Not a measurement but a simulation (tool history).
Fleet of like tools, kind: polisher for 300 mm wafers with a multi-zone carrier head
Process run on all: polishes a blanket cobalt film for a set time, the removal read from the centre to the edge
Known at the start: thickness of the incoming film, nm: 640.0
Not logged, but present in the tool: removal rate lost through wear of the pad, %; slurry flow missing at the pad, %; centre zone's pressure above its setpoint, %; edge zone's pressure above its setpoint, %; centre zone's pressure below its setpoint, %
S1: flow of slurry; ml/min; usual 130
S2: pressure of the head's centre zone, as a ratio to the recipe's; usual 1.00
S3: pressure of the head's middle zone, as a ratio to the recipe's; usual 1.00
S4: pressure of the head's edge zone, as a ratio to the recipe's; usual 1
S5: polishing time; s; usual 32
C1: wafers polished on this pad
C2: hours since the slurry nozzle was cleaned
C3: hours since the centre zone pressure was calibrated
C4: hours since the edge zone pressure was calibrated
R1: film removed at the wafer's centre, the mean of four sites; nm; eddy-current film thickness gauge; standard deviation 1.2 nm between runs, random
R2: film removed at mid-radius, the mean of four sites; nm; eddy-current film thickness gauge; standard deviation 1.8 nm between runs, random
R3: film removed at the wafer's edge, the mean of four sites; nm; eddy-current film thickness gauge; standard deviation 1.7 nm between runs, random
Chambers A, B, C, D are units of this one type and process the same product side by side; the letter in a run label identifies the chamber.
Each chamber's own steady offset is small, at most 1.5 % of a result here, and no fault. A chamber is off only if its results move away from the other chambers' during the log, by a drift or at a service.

{"run": "1D", "day": 0.383, "S1": 130, "S2": 1.0, "S3": 1.0, "S4": 1, "S5": 32, "C1": 354, "C2": 177.2, "C3": 420.6, "C4": 1157.5, "R1": 148.98, "R2": 149.11, "R3": 148.88}
{"day": 0.392, "done": "chamber B: edge zone pressure recalibrated"}
{"run": "2B", "day": 0.604, "S1": 130, "S2": 1.0, "S3": 1.0, "S4": 1, "S5": 32, "C1": 373, "C2": 60.1, "C3": 129.4, "C4": 5.1, "R1": 148.87, "R2": 147.12, "R3": 146.27}
{"run": "3A", "day": 0.912, "S1": 130, "S2": 1.0, "S3": 1.0, "S4": 1, "S5": 32, "C1": 504, "C2": 301.4, "C3": 211.6, "C4": 653.0, "R1": 148.99, "R2": 150.95, "R3": 149.96}
{"run": "4C", "day": 1.158, "S1": 130, "S2": 1.0, "S3": 1.0, "S4": 1, "S5": 32, "C1": 465, "C2": 458.3, "C3": 218.9, "C4": 87.7, "R1": 146.53, "R2": 143.46, "R3": 145.67}
{"run": "5C", "day": 1.421, "S1": 130, "S2": 1.11, "S3": 1.0, "S4": 1, "S5": 22, "C1": 516, "C2": 464.6, "C3": 225.2, "C4": 94.0, "R1": 113.65, "R2": 102.07, "R3": 98.566}
{"run": "6D", "day": 1.8, "S1": 130, "S2": 1.11, "S3": 1.0, "S4": 1, "S5": 22, "C1": 634, "C2": 211.2, "C3": 454.6, "C4": 1191.5, "R1": 112.43, "R2": 102.03, "R3": 102.01}
{"run": "7B", "day": 2.154, "S1": 130, "S2": 1.11, "S3": 1.0, "S4": 1, "S5": 22, "C1": 679, "C2": 97.3, "C3": 166.6, "C4": 42.3, "R1": 115.42, "R2": 99.957, "R3": 99.701}
{"run": "8A", "day": 2.408, "S1": 130, "S2": 1.11, "S3": 1.0, "S4": 1, "S5": 22, "C1": 799, "C2": 337.3, "C3": 247.5, "C4": 688.9, "R1": 113.4, "R2": 101.91, "R3": 102.85}
{"run": "9C", "day": 2.704, "S1": 130, "S2": 1.0, "S3": 1.0, "S4": 1, "S5": 32, "C1": 770, "C2": 495.4, "C3": 256.0, "C4": 124.8, "R1": 147.64, "R2": 147.37, "R3": 146.6}
{"day": 2.746, "done": "chamber A: slurry nozzle cleaned"}
{"day": 2.796, "done": "chamber D: worn pad replaced by a new one"}
{"run": "10B", "day": 2.967, "S1": 130, "S2": 1.0, "S3": 0.88, "S4": 1, "S5": 39, "C1": 840, "C2": 116.8, "C3": 186.1, "C4": 61.8, "R1": 179.58, "R2": 162.92, "R3": 176.3}
{"run": "11D", "day": 3.175, "S1": 130, "S2": 1.0, "S3": 0.88, "S4": 1, "S5": 39, "C1": 75, "C2": 244.2, "C3": 487.6, "C4": 1224.5, "R1": 180.22, "R2": 164.92, "R3": 179.0}
{"day": 3.246, "done": "chamber C: worn pad replaced by a new one"}
{"run": "12A", "day": 3.433, "S1": 130, "S2": 1.0, "S3": 0.88, "S4": 1, "S5": 39, "C1": 1002, "C2": 16.6, "C3": 272.1, "C4": 713.5, "R1": 183.2, "R2": 159.42, "R3": 181.37}
{"run": "13C", "day": 3.642, "S1": 130, "S2": 1.0, "S3": 0.88, "S4": 1, "S5": 39, "C1": 78, "C2": 517.9, "C3": 278.5, "C4": 147.3, "R1": 174.32, "R2": 160.23, "R3": 175.52}
{"run": "14B", "day": 3.996, "S1": 130, "S2": 1.0, "S3": 1.0, "S4": 1, "S5": 32, "C1": 1043, "C2": 141.5, "C3": 210.8, "C4": 86.5, "R1": 147.36, "R2": 146.39, "R3": 148.37}
{"day": 4.129, "done": "chamber A: worn pad replaced by a new one"}
{"run": "15A", "day": 4.188, "S1": 130, "S2": 1.0, "S3": 1.0, "S4": 1, "S5": 32, "C1": 12, "C2": 34.7, "C3": 290.2, "C4": 731.6, "R1": 149.06, "R2": 147.82, "R3": 150.91}
{"day": 4.275, "done": "chamber D: centre zone pressure recalibrated"}
{"run": "16D", "day": 4.567, "S1": 130, "S2": 1.0, "S3": 1.0, "S4": 1, "S5": 32, "C1": 350, "C2": 277.6, "C3": 7.1, "C4": 1257.9, "R1": 136.96, "R2": 145.21, "R3": 148.11}
{"run": "17B", "day": 4.788, "S1": 130, "S2": 1.0, "S3": 1.0, "S4": 1, "S5": 32, "C1": 1200, "C2": 160.5, "C3": 229.8, "C4": 105.5, "R1": 147.7, "R2": 146.7, "R3": 145.39}
{"day": 4.825, "done": "chamber C: slurry nozzle cleaned"}
{"run": "18D", "day": 5.188, "S1": 130, "S2": 1.0, "S3": 1.0, "S4": 1, "S5": 32, "C1": 473, "C2": 292.5, "C3": 22.0, "C4": 1272.8, "R1": 135.26, "R2": 144.45, "R3": 147.2}
{"run": "19C", "day": 5.554, "S1": 130, "S2": 1.0, "S3": 1.0, "S4": 1, "S5": 32, "C1": 456, "C2": 17.5, "C3": 324.4, "C4": 193.2, "R1": 147.77, "R2": 145.53, "R3": 148.81}
{"day": 5.792, "done": "chamber C: centre zone pressure recalibrated"}
{"day": 5.812, "done": "chamber B: worn pad replaced by a new one"}
{"run": "20A", "day": 5.871, "S1": 130, "S2": 1.0, "S3": 1.0, "S4": 1, "S5": 32, "C1": 344, "C2": 75.1, "C3": 330.6, "C4": 772.0, "R1": 148.39, "R2": 148.24, "R3": 148.39}
{"day": 6.104, "done": "chamber A: edge zone pressure recalibrated"}
{"run": "21D", "day": 6.133, "S1": 130, "S2": 1.0, "S3": 1.0, "S4": 1, "S5": 32, "C1": 659, "C2": 315.2, "C3": 44.7, "C4": 1295.5, "R1": 134.47, "R2": 150.37, "R3": 150.77}
{"day": 6.388, "done": "chamber D: edge zone pressure recalibrated"}
{"run": "22C", "day": 6.512, "S1": 130, "S2": 1.0, "S3": 1.0, "S4": 1, "S5": 32, "C1": 645, "C2": 40.5, "C3": 17.4, "C4": 216.2, "R1": 147.4, "R2": 148.48, "R3": 146.97}
{"run": "23B", "day": 6.833, "S1": 130, "S2": 1.0, "S3": 1.0, "S4": 1, "S5": 32, "C1": 202, "C2": 209.6, "C3": 278.9, "C4": 154.6, "R1": 146.93, "R2": 149.08, "R3": 145.36}
{"day": 6.95, "done": "chamber D: worn pad replaced by a new one"}
{"run": "24A", "day": 7.042, "S1": 130, "S2": 1.0, "S3": 1.0, "S4": 1, "S5": 32, "C1": 576, "C2": 103.2, "C3": 358.7, "C4": 22.5, "R1": 148.32, "R2": 149.41, "R3": 150.22}
{"day": 7.162, "done": "chamber A: centre zone pressure recalibrated"}
{"run": "25D", "day": 7.396, "S1": 130, "S2": 1.0, "S3": 1.0, "S4": 1, "S5": 32, "C1": 88, "C2": 345.5, "C3": 75.0, "C4": 24.3, "R1": 135.85, "R2": 143.68, "R3": 147.67}
{"run": "26B", "day": 7.621, "S1": 130, "S2": 1.0, "S3": 1.0, "S4": 1, "S5": 32, "C1": 357, "C2": 228.5, "C3": 297.8, "C4": 173.5, "R1": 149.24, "R2": 146.75, "R3": 145.86}
{"day": 7.925, "done": "chamber C: worn pad replaced by a new one"}
{"run": "27C", "day": 8.004, "S1": 130, "S2": 1.0, "S3": 1.0, "S4": 1, "S5": 32, "C1": 15, "C2": 76.3, "C3": 53.2, "C4": 252.0, "R1": 150.55, "R2": 148.86, "R3": 147.86}
{"run": "28A", "day": 8.362, "S1": 130, "S2": 1.0, "S3": 1.0, "S4": 1, "S5": 32, "C1": 837, "C2": 134.9, "C3": 28.8, "C4": 54.2, "R1": 148.26, "R2": 146.86, "R3": 151.87}
{"run": "29A", "day": 8.592, "S1": 130, "S2": 1.0, "S3": 1.07, "S4": 1, "S5": 38, "C1": 882, "C2": 140.4, "C3": 34.3, "C4": 59.7, "R1": 176.6, "R2": 185.73, "R3": 173.93}
{"run": "30C", "day": 8.929, "S1": 130, "S2": 1.0, "S3": 1.07, "S4": 1, "S5": 38, "C1": 198, "C2": 98.5, "C3": 75.4, "C4": 274.2, "R1": 172.99, "R2": 184.65, "R3": 174.27}
{"run": "31D", "day": 9.167, "S1": 130, "S2": 1.0, "S3": 1.07, "S4": 1, "S5": 38, "C1": 438, "C2": 388.0, "C3": 117.5, "C4": 66.8, "R1": 160.0, "R2": 187.89, "R3": 172.58}
{"day": 9.479, "done": "chamber A: worn pad replaced by a new one"}
{"run": "32B", "day": 9.558, "S1": 130, "S2": 1.0, "S3": 1.07, "S4": 1, "S5": 38, "C1": 740, "C2": 275.0, "C3": 344.3, "C4": 220.0, "R1": 173.5, "R2": 189.47, "R3": 172.04}
{"run": "33A", "day": 9.812, "S1": 130, "S2": 1.0, "S3": 1.0, "S4": 1, "S5": 32, "C1": 65, "C2": 169.7, "C3": 63.6, "C4": 89.0, "R1": 151.14, "R2": 147.41, "R3": 147.0}
{"run": "34D", "day": 10.071, "S1": 130, "S2": 1.0, "S3": 1.0, "S4": 1, "S5": 32, "C1": 617, "C2": 409.7, "C3": 139.2, "C4": 88.5, "R1": 136.69, "R2": 147.39, "R3": 146.39}
{"run": "35C", "day": 10.262, "S1": 130, "S2": 1.0, "S3": 1.0, "S4": 1, "S5": 32, "C1": 461, "C2": 130.5, "C3": 107.4, "C4": 306.2, "R1": 144.98, "R2": 148.47, "R3": 144.28}
{"run": "36B", "day": 10.65, "S1": 130, "S2": 1.0, "S3": 1.0, "S4": 1, "S5": 32, "C1": 956, "C2": 301.2, "C3": 370.5, "C4": 246.2, "R1": 149.88, "R2": 146.6, "R3": 146.83}

Each of the 4 chambers runs these same settings next. Fill in every chamber's results:
{"run": "37A", "day": 10.95, "S1": 130, "S2": 1.0, "S3": 1.0, "S4": 1, "S5": 32, "R1": "?", "R2": "?", "R3": "?"}
{"run": "37B", "day": 10.95, "S1": 130, "S2": 1.0, "S3": 1.0, "S4": 1, "S5": 32, "R1": "?", "R2": "?", "R3": "?"}
{"run": "37C", "day": 10.95, "S1": 130, "S2": 1.0, "S3": 1.0, "S4": 1, "S5": 32, "R1": "?", "R2": "?", "R3": "?"}
{"run": "37D", "day": 10.95, "S1": 130, "S2": 1.0, "S3": 1.0, "S4": 1, "S5": 32, "R1": "?", "R2": "?", "R3": "?"}

run=37A R1=150.28 R2=146.610 R3=148.420
run=37B R1=148.62 R2=147.510 R3=145.270
run=37C R1=145.74 R2=146.980 R3=145.150
run=37D R1=135.17 R2=145.110 R3=146.660

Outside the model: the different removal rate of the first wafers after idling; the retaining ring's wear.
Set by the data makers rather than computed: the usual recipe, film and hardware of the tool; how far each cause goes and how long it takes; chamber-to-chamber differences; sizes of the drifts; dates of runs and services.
